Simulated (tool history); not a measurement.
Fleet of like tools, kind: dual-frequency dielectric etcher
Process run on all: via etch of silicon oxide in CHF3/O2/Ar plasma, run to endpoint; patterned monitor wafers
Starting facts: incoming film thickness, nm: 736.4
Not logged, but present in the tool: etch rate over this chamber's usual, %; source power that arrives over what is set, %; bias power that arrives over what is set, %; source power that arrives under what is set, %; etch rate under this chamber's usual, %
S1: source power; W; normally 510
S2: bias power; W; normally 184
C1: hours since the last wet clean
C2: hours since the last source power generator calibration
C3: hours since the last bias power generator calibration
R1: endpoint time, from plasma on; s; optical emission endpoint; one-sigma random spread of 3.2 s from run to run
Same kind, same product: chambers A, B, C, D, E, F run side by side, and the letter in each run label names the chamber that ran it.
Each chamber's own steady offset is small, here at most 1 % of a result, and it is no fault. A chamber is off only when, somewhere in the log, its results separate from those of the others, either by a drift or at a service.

Run 1E, hour 9.8: usual settings; C1 461.4; C2 1026.2; C3 41.3. Result: R1 393.32 s.
Run 2A, hour 20.2: usual settings; C1 357.3; C2 2389.2; C3 911.1. Result: R1 394.87 s.
Run 3B, hour 35: usual settings; C1 43.9; C2 3168.5; C3 1306.2. Result: R1 399.06 s.
Run 4C, hour 41.9: usual settings; C1 234; C2 1005.1; C3 649.5. Result: R1 390.49 s.
Run 5F, hour 53.7: usual settings but S2 209 W; C1 96.9; C2 2297.7; C3 794.8. Result: R1 374.59 s.
Run 6D, hour 66.4: usual settings but S2 209 W; C1 181; C2 1725.2; C3 1426.5. Result: R1 376.99 s.
Run 7E, hour 74.6: usual settings but S2 209 W; C1 526.2; C2 1091; C3 106.1. Result: R1 378.51 s.
Run 8F, hour 81.8: usual settings but S2 209 W; C1 125; C2 2325.8; C3 822.9. Result: R1 373.85 s.
Run 9D, hour 94.5: usual settings but S2 209 W; C1 209.1; C2 1753.3; C3 1454.6. Result: R1 373 s.
Run 10A, hour 104.4: usual settings but S2 209 W; C1 441.5; C2 2473.4; C3 995.3. Result: R1 372.67 s.
Run 11C, hour 112.8: usual settings; C1 304.9; C2 1076; C3 720.4. Result: R1 392.26 s.
Run 12B, hour 124.8: usual settings; C1 133.7; C2 3258.3; C3 1396. Result: R1 399.38 s.
Run 13D, hour 135.9: usual settings; C1 250.5; C2 1794.7; C3 1496. Result: R1 390.47 s.
Run 14A, hour 145.3: usual settings; C1 482.4; C2 2514.3; C3 1036.2. Result: R1 389.57 s.
At hour 148.5: chamber E: wet clean of the chamber.
Run 15C, hour 154: usual settings but S2 160 W; C1 346.1; C2 1117.2; C3 761.6. Result: R1 409.14 s.
At hour 157.4: chamber A: wet clean of the chamber.
Run 16F, hour 165.4: usual settings but S2 160 W; C1 208.6; C2 2409.4; C3 906.5. Result: R1 405.5 s.
Run 17E, hour 177.8: usual settings but S2 160 W; C1 29.4; C2 1194.2; C3 209.3. Result: R1 405.57 s.
Run 18B, hour 190.5: usual settings but S2 160 W; C1 199.4; C2 3324; C3 1461.7. Result: R1 416.15 s.
Run 19D, hour 202.6: usual settings but S2 160 W; C1 317.2; C2 1861.4; C3 1562.7. Result: R1 416.17 s.
Run 20E, hour 212.9: usual settings but S2 160 W; C1 64.5; C2 1229.3; C3 244.4. Result: R1 415.2 s.
Run 21B, hour 227.3: usual settings; C1 236.2; C2 3360.8; C3 1498.5. Result: R1 394.76 s.
Run 22A, hour 234.6: usual settings; C1 77.2; C2 2603.6; C3 1125.5. Result: R1 399.13 s.
Run 23C, hour 245.3: usual settings; C1 437.4; C2 1208.5; C3 852.9. Result: R1 388.52 s.
Run 24F, hour 252.4: usual settings; C1 295.6; C2 2496.4; C3 993.5. Result: R1 394.67 s.
At hour 265.5: chamber F: wet clean of the chamber.
Run 25F, hour 266.3: usual settings; C1 0.9; C2 2510.3; C3 1007.4. Result: R1 390 s.
Run 26A, hour 272.8: usual settings; C1 115.4; C2 2641.8; C3 1163.7. Result: R1 393.37 s.
Run 27E, hour 286: usual settings; C1 137.6; C2 1302.4; C3 317.5. Result: R1 391.3 s.
Run 28D, hour 300.1: usual settings; C1 414.7; C2 1958.9; C3 1660.2. Result: R1 389.79 s.
Run 29B, hour 307.4: usual settings; C1 316.3; C2 3440.9; C3 1578.6. Result: R1 392.47 s.
Run 30C, hour 318.5: usual settings; C1 510.6; C2 1281.7; C3 926.1. Result: R1 392.09 s.
At hour 321.8: chamber C: wet clean of the chamber.
Run 31F, hour 331.7: usual settings; C1 66.3; C2 2575.7; C3 1072.8. Result: R1 399.68 s.
Run 32D, hour 345.4: usual settings; C1 460; C2 2004.2; C3 1705.5. Result: R1 390.2 s.
At hour 348.5: chamber B: wet clean of the chamber.
Run 33B, hour 356.3: usual settings; C1 7.9; C2 3489.8; C3 1627.5. Result: R1 401.79 s.
Run 34E, hour 369.6: usual settings; C1 221.2; C2 1386; C3 401.1. Result: R1 387.4 s.
Run 35C, hour 381.8: usual settings; C1 60.1; C2 1345; C3 989.4. Result: R1 385.36 s.
Run 36A, hour 388.3: usual settings; C1 230.9; C2 2757.3; C3 1279.2. Result: R1 395.87 s.
Run 37A, hour 396.4: usual settings; C1 239; C2 2765.4; C3 1287.3. Result: R1 394.11 s.

Next, every chamber runs the same settings. What will each give?
Run 38A, hour 407: usual settings but S2 157 W. Result: R1 ?.
Run 38B, hour 407: usual settings but S2 157 W. Result: R1 ?.
Run 38C, hour 407: usual settings but S2 157 W. Result: R1 ?.
Run 38D, hour 407: usual settings but S2 157 W. Result: R1 ?.
Run 38E, hour 407: usual settings but S2 157 W. Result: R1 ?.
Run 38F, hour 407: usual settings but S2 157 W. Result: R1 ?.

run      R1
38A  417.74
38B  415.88
38C  414.58
38D   416.6
38E  415.57
38F  414.41
